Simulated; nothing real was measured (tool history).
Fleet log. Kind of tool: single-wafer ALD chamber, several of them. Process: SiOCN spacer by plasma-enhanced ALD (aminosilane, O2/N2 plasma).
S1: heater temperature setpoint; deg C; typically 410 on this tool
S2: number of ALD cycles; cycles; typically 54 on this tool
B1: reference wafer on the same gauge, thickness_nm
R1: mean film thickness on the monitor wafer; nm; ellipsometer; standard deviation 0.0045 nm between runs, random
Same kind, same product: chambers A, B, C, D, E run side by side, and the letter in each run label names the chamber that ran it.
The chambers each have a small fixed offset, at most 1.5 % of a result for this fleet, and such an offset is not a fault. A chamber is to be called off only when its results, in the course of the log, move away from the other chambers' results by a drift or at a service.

run	hour	S1	S2	B1	R1
1B	4.2	410	54	3.0800	3.1707
2E	8.9	410	54	3.0783	3.1469
3D	13.6	410	54	3.0779	3.1945
4C	17.8	410	54	3.0780	3.1833
5A	21.2	410	54	3.0770	3.1752
6C	25.5	410	54	3.0769	3.1737
7D	31.4	410	54	3.0763	3.1889
8E	34.4	410	54	3.0762	3.1430
9B	40.0	410	54	3.0734	3.1671
10A	44.9	410	54	3.0735	3.1639
11A	49.7	410	54	3.0724	3.1661
12D	54.5	410	54	3.0735	3.1889
13B	60.5	410	54	3.0733	3.1718
14E	64.1	410	54	3.0715	3.1429
15C	68.7	410	54	3.0710	3.1712
16D	71.5	410	54	3.0707	3.1920
17E	74.9	410	54	3.0700	3.1392
18B	80.3	410	54	3.0689	3.1678
19C	84.7	410	54	3.0690	3.1727
20A	87.9	410	54	3.0689	3.1582
21A	92.1	410	54	3.0681	3.1610
22D	98.1	410	54	3.0672	3.1874
23E	103.1	410	54	3.0660	3.1371
24C	106.3	410	54	3.0655	3.1666
25B	110.7	403	54	3.0671	3.2239
26C	114.8	403	54	3.0662	3.2348
27B	118.6	403	54	3.0654	3.2292
28A	123.5	403	54	3.0638	3.2222
29D	129.6	403	54	3.0628	3.2481
30E	133.2	397	57	3.0634	3.4088
31E	137.2	397	57	3.0621	3.4015

All 5 chambers run these settings next. Forecast each chamber's results:
32A	141.6	410	54		?
32B	141.6	410	54		?
32C	141.6	410	54		?
32D	141.6	410	54		?
32E	141.6	410	54		?

run	R1
32A	3.1471
32B	3.1470
32C	3.1605
32D	3.1776
32E	3.1327
